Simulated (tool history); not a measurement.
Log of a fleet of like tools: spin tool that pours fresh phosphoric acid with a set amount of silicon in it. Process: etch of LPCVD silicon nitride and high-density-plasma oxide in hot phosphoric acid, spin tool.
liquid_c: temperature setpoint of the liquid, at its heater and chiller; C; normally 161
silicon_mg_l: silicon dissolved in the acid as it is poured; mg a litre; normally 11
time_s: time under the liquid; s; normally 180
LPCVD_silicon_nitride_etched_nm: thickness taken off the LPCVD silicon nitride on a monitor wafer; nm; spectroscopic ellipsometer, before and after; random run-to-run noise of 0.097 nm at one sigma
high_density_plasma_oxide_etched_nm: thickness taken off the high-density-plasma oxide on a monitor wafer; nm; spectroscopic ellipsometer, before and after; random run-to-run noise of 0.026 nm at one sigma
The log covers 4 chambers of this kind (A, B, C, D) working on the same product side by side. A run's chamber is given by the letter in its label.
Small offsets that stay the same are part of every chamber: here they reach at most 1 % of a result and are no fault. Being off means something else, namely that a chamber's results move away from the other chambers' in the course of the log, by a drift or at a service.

run   hour  liquid_c  silicon_mg_l  time_s  read-back film thickness of the LPCVD silicon nitride reference wafer, read on the same gauge (nm)  read-back film thickness of the high-density-plasma oxide reference wafer, read on the same gauge (nm)  LPCVD_silicon_nitride_etched_nm  high_density_plasma_oxide_etched_nm
 1C    4.7       161            11     180                                                                                              70.003                                                                                                     140                           18.538                              0.70966
 2A    8.4       161            11     180                                                                                              69.998                                                                                                  139.98                           18.355                              0.72617
 3B   12.5       161            11     180                                                                                              70.027                                                                                                  140.01                           18.586                              0.69414
 4D   14.6       161            11     180                                                                                              69.991                                                                                                  140.01                           18.613                              0.70417
 5B   17.9       161            11     180                                                                                              69.949                                                                                                  140.01                           18.557                              0.70048
 6D   20.4       161            11     180                                                                                              70.053                                                                                                     140                           18.517                              0.70957
 7C   23.3       161            11     180                                                                                              70.054                                                                                                     140                           18.545                              0.70038
 8A   25.4       161            11     180                                                                                              69.966                                                                                                     140                           18.287                              0.74034
 9C   29.6       161            11     180                                                                                              69.967                                                                                                     140                           18.697                              0.68758
10D   33.3       161            11     115                                                                                              70.025                                                                                                     140                           11.894                              0.44539
11B   37.8       161            11     115                                                                                              70.018                                                                                                     140                           11.845                              0.49157
12A   40.4       161            11     115                                                                                              70.005                                                                                                  140.02                           11.806                               0.4522
13D   44.2       161            11     115                                                                                              69.962                                                                                                  139.99                           11.833                              0.43216
14A   46.8       161            11     180                                                                                              70.053                                                                                                  139.98                           18.367                              0.73331
15B   51.1       161            11     180                                                                                              69.962                                                                                                  139.99                           18.433                              0.70734
16C   55.3       161            11     180                                                                                               70.01                                                                                                  139.99                           18.588                               0.6938
17B   58.4       161             8     120                                                                                              69.946                                                                                                  139.99                           12.305                              0.50444
        61  -- chamber B: thermometer replaced
18A   62.3       161             8     120                                                                                              69.998                                                                                                  139.98                           12.226                               0.5253
19C   64.5       161             8     120                                                                                              70.001                                                                                                  140.01                           12.427                              0.50207
20D   68.8       161             8     120                                                                                              69.932                                                                                                     140                           12.347                               0.4997
21B   71.9       161            11     180                                                                                              69.998                                                                                                  139.99                           18.607                              0.69764
22C   74.3       161            11     180                                                                                              70.023                                                                                                  139.99                           18.681                              0.73388
23D   78.7       161            11     180                                                                                              69.989                                                                                                  139.99                           18.494                              0.74496
24A     81       161            11     180                                                                                              69.981                                                                                                  139.99                           18.459                              0.71486
25D   83.1       161            11     180                                                                                              69.984                                                                                                  139.99                           18.484                              0.76119
26A   87.4       161            11     180                                                                                              70.011                                                                                                  139.98                           18.455                              0.71926
27B     90       161            11     180                                                                                              70.053                                                                                                  139.98                           18.677                              0.72732
28C   92.9       161            11     180                                                                                              69.973                                                                                                  140.03                            18.45                                0.749
29D     96       161            11     180                                                                                              70.002                                                                                                  140.01                           18.578                              0.71261
30A   98.1       161          14.5     180                                                                                              69.945                                                                                                  140.02                           18.317                              0.64281
31B  102.3       161          14.5     180                                                                                              69.953                                                                                                  139.98                           18.326                              0.71724
32C    105       161          14.5     180                                                                                              69.949                                                                                                  140.02                           18.767                               0.6543
33D  109.1       161          14.5     180                                                                                              69.963                                                                                                  139.99                           18.577                              0.68169
34C    112       159            11     135                                                                                               69.95                                                                                                  139.99                           13.175                               0.4773
35A  114.2       159            11     135                                                                                               69.96                                                                                                  140.01                           12.921                              0.46862
36B  118.7       159            11     135                                                                                              69.948                                                                                                  139.98                           13.015                              0.44201
37D  121.3       159            11     135                                                                                              70.033                                                                                                  140.02                           13.058                              0.46638
38C  125.7       161            11     180                                                                                              69.975                                                                                                  139.98                           18.506                              0.74539
39B  129.8       164           2.5     180                                                                                              69.944                                                                                                  139.99                           20.475                               1.1284
40A  132.7       164           2.5     180                                                                                               70.03                                                                                                     140                           20.365                               1.0427

Which is it: a chamber that has drifted or been left off by a service, a gauge drift common to all chambers, or only each chamber's usual small offset? If a chamber is off, name it and its likeliest cause.

All chambers stay in line apart from their small fixed offsets, and the gauge does not drift.

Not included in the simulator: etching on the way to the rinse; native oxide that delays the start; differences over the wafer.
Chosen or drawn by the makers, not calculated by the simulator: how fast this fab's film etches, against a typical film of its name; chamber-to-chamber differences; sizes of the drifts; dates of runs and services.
